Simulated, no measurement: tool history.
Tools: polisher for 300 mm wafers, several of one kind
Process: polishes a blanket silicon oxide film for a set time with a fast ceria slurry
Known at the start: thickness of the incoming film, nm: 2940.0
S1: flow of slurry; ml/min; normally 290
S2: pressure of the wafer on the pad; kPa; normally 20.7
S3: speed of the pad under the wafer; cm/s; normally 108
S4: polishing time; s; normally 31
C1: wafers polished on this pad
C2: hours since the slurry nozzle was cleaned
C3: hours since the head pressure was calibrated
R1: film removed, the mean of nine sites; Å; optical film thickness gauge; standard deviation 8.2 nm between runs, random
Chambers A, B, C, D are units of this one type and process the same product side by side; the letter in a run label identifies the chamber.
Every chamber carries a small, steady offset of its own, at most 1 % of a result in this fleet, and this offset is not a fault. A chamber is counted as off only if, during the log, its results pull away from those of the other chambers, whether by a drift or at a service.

Run 1A, day 0.262: usual settings; C1 901; C2 81.4; C3 437.7. Result: R1 6106.0 Å.
Run 2B, day 0.525: usual settings; C1 309; C2 284.2; C3 371.5. Result: R1 6169.7 Å.
Run 3D, day 0.767: usual settings; C1 916; C2 182.8; C3 161.5. Result: R1 6106.1 Å.
Run 4C, day 1.108: usual settings; C1 229; C2 76.2; C3 179.1. Result: R1 6060.8 Å.
Run 5A, day 1.462: usual settings; C1 1138; C2 110.2; C3 466.5. Result: R1 6035.3 Å.
Run 6B, day 1.888: usual settings; C1 578; C2 316.9; C3 404.2. Result: R1 6094.6 Å.
At day 2.088: chamber A: worn pad replaced by a new one.
Run 7D, day 2.271: usual settings; C1 1213; C2 218.9; C3 197.6. Result: R1 6022.2 Å.
At day 2.354: chamber D: worn pad replaced by a new one.
Run 8C, day 2.571: usual settings; C1 517; C2 111.3; C3 214.2. Result: R1 6188.4 Å.
Run 9B, day 2.992: usual settings; C1 796; C2 343.4; C3 430.7. Result: R1 6218.7 Å.
Run 10C, day 3.279: usual settings; C1 657; C2 128.3; C3 231.2. Result: R1 6004.2 Å.
Run 11D, day 3.546: usual settings; C1 235; C2 249.5; C3 228.2. Result: R1 5959.8 Å.
Run 12A, day 3.775: usual settings; C1 333; C2 165.7; C3 522.0. Result: R1 6285.9 Å.
Run 13C, day 4.112: usual settings; C1 821; C2 148.3; C3 251.2. Result: R1 6013.3 Å.
At day 4.508: chamber B: worn pad replaced by a new one.
Run 14B, day 4.546: usual settings but S2 14.5 kPa; C1 7; C2 380.7; C3 468.0. Result: R1 4221.6 Å.
Run 15D, day 4.825: usual settings but S2 14.5 kPa; C1 488; C2 280.2; C3 258.9. Result: R1 4226.1 Å.
Run 16A, day 5.100: usual settings but S2 14.5 kPa; C1 594; C2 197.5; C3 553.8. Result: R1 4335.8 Å.
Run 17A, day 5.325: usual settings but S2 14.5 kPa; C1 638; C2 202.9; C3 559.2. Result: R1 4217.5 Å.
Run 18D, day 5.558: usual settings; C1 632; C2 297.8; C3 276.5. Result: R1 5977.7 Å.
Run 19B, day 5.954: usual settings; C1 285; C2 414.5; C3 501.8. Result: R1 5868.3 Å.
Run 20C, day 6.196: usual settings; C1 1232; C2 198.3; C3 301.2. Result: R1 6017.8 Å.
At day 6.304: chamber C: worn pad replaced by a new one.
Run 21B, day 6.525: usual settings; C1 398; C2 428.2; C3 515.5. Result: R1 5763.8 Å.
Run 22C, day 6.767: usual settings; C1 92; C2 212.0; C3 314.9. Result: R1 6102.8 Å.
Run 23D, day 7.104: usual settings; C1 937; C2 334.9; C3 313.6. Result: R1 6079.0 Å.
Run 24A, day 7.517: usual settings; C1 1071; C2 255.5; C3 611.8. Result: R1 6132.1 Å.
Run 25C, day 7.858: usual settings; C1 307; C2 238.2; C3 341.1. Result: R1 5988.4 Å.
At day 7.942: chamber D: worn pad replaced by a new one.
Run 26A, day 8.271: usual settings; C1 1220; C2 273.6; C3 629.9. Result: R1 6078.4 Å.
Run 27B, day 8.512: usual settings; C1 790; C2 475.9; C3 563.2. Result: R1 5712.8 Å.
At day 8.592: chamber D: slurry nozzle cleaned.
Run 28D, day 8.733: usual settings; C1 156; C2 3.4; C3 352.7. Result: R1 6079.6 Å.
Run 29D, day 8.958: usual settings but S2 27.6 kPa; C1 200; C2 8.8; C3 358.1. Result: R1 8103.0 Å.
Run 30C, day 9.262: usual settings but S2 27.6 kPa; C1 584; C2 271.9; C3 374.8. Result: R1 7945.7 Å.

Next, all 4 chambers run the settings below, one line each with question marks for the results. What does each chamber give?
Run 31A, day 9.571: usual settings but S4 36 s. Result: R1 ?.
Run 31B, day 9.571: usual settings but S4 36 s. Result: R1 ?.
Run 31C, day 9.571: usual settings but S4 36 s. Result: R1 ?.
Run 31D, day 9.571: usual settings but S4 36 s. Result: R1 ?.

run      R1
31A  7148.4
31B  6594.3
31C  7077.9
31D  6895.7

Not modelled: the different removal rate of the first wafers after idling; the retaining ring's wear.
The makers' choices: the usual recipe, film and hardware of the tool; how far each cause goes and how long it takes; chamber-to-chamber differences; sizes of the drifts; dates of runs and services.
